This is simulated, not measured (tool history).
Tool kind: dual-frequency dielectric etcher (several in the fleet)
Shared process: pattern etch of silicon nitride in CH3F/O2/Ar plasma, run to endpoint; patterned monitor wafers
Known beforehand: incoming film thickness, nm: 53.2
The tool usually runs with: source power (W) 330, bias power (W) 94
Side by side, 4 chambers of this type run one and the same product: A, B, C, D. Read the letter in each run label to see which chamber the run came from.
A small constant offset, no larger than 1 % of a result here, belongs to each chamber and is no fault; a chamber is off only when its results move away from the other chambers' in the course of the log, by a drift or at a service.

run,day,source power (W),bias power (W),hours since the last wet clean,hours since the last source power generator calibration,hours since the last bias power generator calibration,endpoint time (s)
1D,0.321,330,94,279.5,390.5,2615.8,75.261
2C,0.604,330,94,255.7,2256.0,243.2,75.375
3A,0.900,330,94,521.5,689.5,1586.1,75.703
4B,1.071,330,94,574.7,2730.5,2685.2,75.065
# day 1.204: chamber B: wet clean of the chamber
5C,1.304,290,117,272.5,2272.8,260.0,72.859
6D,1.650,290,117,311.4,422.4,2647.7,72.490
7B,1.850,290,117,15.6,2749.2,2703.9,73.225
8A,2.096,290,117,550.2,718.2,1614.8,73.717
9B,2.442,330,94,29.8,2763.4,2718.1,75.211
10A,2.683,330,94,564.3,732.3,1628.9,76.223
11D,2.850,280,77,340.2,451.2,2676.5,84.799
12C,3.058,280,77,314.6,2314.9,302.1,86.443
13D,3.404,280,77,353.5,464.5,2689.8,85.927
14C,3.642,280,77,328.6,2328.9,316.1,86.757
# day 3.717: chamber A: wet clean of the chamber
# day 3.879: chamber D: wet clean of the chamber
15B,3.883,330,94,64.4,2798.0,2752.7,75.694
16A,4.121,330,94,9.7,766.8,1663.4,75.503
17C,4.354,330,94,345.7,2346.0,333.2,74.940
18D,4.621,330,94,17.8,493.7,2719.0,72.283
19B,4.988,370,74,90.9,2824.5,2779.2,77.400
20A,5.321,370,74,38.5,795.6,1692.2,78.445
21D,5.554,370,74,40.2,516.1,2741.4,75.658
22A,5.746,370,74,48.7,805.8,1702.4,79.175
23C,6.083,330,94,387.2,2387.5,374.7,75.559
24B,6.358,330,94,123.8,2857.4,2812.1,75.155
25D,6.567,330,94,64.5,540.4,2765.7,72.590
26B,6.862,330,94,135.9,2869.5,2824.2,74.725
27A,7.071,330,94,80.5,837.6,1734.2,75.914
28C,7.238,330,94,414.9,2415.2,402.4,74.730
29A,7.412,330,94,88.7,845.8,1742.4,76.423
30D,7.662,330,94,90.8,566.7,2792.0,73.106
31C,8.017,330,94,433.6,2433.9,421.1,75.228
32B,8.288,330,94,170.1,2903.7,2858.4,75.528
33C,8.617,330,94,448.0,2448.3,435.5,76.051
34D,8.900,330,94,120.5,596.4,2821.7,71.983
35A,9.162,330,94,130.7,887.8,1784.4,75.834
36B,9.517,280,82,199.6,2933.2,2887.9,84.636
37A,9.888,280,82,148.1,905.2,1801.8,83.571
38B,10.204,280,82,216.1,2949.7,2904.4,84.256
39C,10.438,280,82,491.7,2492.0,479.2,83.672
40D,10.675,330,94,163.1,639.0,2864.3,72.334
41B,10.979,330,115,234.7,2968.3,2923.0,69.844
42A,11.271,330,115,181.3,938.4,1835.0,70.463
43D,11.629,330,115,186.0,661.9,2887.2,66.280
44C,11.933,330,115,527.6,2527.9,515.1,69.615

Next, every chamber runs the same settings. What will each give?
45A,12.204,330,94,,,,?
45B,12.204,330,94,,,,?
45C,12.204,330,94,,,,?
45D,12.204,330,94,,,,?

run,endpoint time (s)
45A,76.374
45B,74.578
45C,75.821
45D,71.768
